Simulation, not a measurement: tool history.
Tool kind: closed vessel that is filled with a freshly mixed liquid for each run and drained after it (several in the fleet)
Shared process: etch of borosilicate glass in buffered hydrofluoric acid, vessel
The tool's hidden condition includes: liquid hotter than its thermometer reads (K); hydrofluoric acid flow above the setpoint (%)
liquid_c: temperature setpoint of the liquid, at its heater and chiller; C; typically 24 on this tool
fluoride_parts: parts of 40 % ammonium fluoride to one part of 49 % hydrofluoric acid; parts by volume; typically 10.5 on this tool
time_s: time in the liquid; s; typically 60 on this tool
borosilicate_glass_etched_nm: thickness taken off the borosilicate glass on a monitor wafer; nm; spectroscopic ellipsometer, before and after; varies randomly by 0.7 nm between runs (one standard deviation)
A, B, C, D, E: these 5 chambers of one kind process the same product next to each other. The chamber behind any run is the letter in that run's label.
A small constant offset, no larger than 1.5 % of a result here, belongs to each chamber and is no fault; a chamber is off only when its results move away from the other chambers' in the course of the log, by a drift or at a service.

run	hour	liquid_c	fluoride_parts	time_s	hours since the thermometer was replaced	hours since the hydrofluoric acid flow meter was replaced	read-back film thickness of the borosilicate glass reference wafer, read on the same gauge (nm)	borosilicate_glass_etched_nm
1D	13.1	24	10.5	60	294.9	235.2	150.01	72.934
2E	22.9	24	10.5	60	1119.4	1393.4	149.96	71.796
3C	36.1	24	10.5	60	964	1043.7	149.99	71.918
4B	46.2	24	10.5	60	1843.9	147.2	150.01	71.924
5A	54.5	24	10.5	60	814	260.6	149.99	70.309
6E	61.9	24	10.5	60	1158.4	1432.4	150	70.96
7A	71.4	24	8.5	40	830.9	277.5	150	55.828
8C	77.7	24	8.5	40	1005.6	1085.3	149.98	57.379
9D	85.9	24	8.5	40	367.7	308	150.04	58.435
10B	94	24	8.5	40	1891.7	195	150.01	57.885
11B	104.5	24	8.5	40	1902.2	205.5	150	58.422
12D	116.4	24	7.5	80	398.2	338.5	149.98	131.67
13C	129.8	24	7.5	80	1057.7	1137.4	150.01	134.55
14E	142	24	7.5	80	1238.5	1512.5	149.99	127.84
15A	155.6	24	7.5	80	915.1	361.7	150	130.18
16B	165.8	24	7.5	80	1963.5	266.8	149.98	133.39
17D	176.9	24	10.5	60	458.7	399	149.98	72.526
18C	186.4	24	12.5	60	1114.3	1194	150.02	60.979
# hour 189.7: chamber E: thermometer replaced
19E	194.6	24	12.5	60	4.9	1565.1	150.03	59.365
20A	200.9	24	12.5	60	960.4	407	150	60.175
21D	209.1	24	12.5	60	490.9	431.2	150	61.447
22C	218.7	24	12.5	60	1146.6	1226.3	150.02	60.691
23A	230.1	24	10.5	60	989.6	436.2	150.01	71.397
24B	242.8	24	10.5	60	2040.5	343.8	149.99	74.563
25E	248.7	24	10.5	60	59	1619.2	150	70.831
26C	254.7	24	10.5	60	1182.6	1262.3	150	71.796
27E	260.7	24	10.5	60	71	1631.2	150	69.621
28B	269.5	24	10.5	60	2067.2	370.5	150.01	76.165
29A	280.9	24	10.5	60	1040.4	487	150.02	70.544
30D	294.3	24	10.5	75	576.1	516.4	150	89.811
31C	301.7	24	10.5	75	1229.6	1309.3	149.99	89.918
32B	312.7	24	10.5	75	2110.4	413.7	150	99.685
33D	321.6	24	10.5	75	603.4	543.7	149.99	90.492
34A	329.8	24	10.5	75	1089.3	535.9	150.01	88.072
35E	343.2	24	12	60	153.5	1713.7	150.02	61.886
36C	356.3	24	12	60	1284.2	1363.9	150.01	62.443
37E	367.3	24	12	60	177.6	1737.8	150.01	62.97

Next, every chamber runs the same settings. What will each give?
38A	377.1	24	10.5	60				?
38B	377.1	24	10.5	60				?
38C	377.1	24	10.5	60				?
38D	377.1	24	10.5	60				?
38E	377.1	24	10.5	60				?

run	borosilicate_glass_etched_nm
38A	70.119
38B	80.441
38C	70.554
38D	72.398
38E	70.793

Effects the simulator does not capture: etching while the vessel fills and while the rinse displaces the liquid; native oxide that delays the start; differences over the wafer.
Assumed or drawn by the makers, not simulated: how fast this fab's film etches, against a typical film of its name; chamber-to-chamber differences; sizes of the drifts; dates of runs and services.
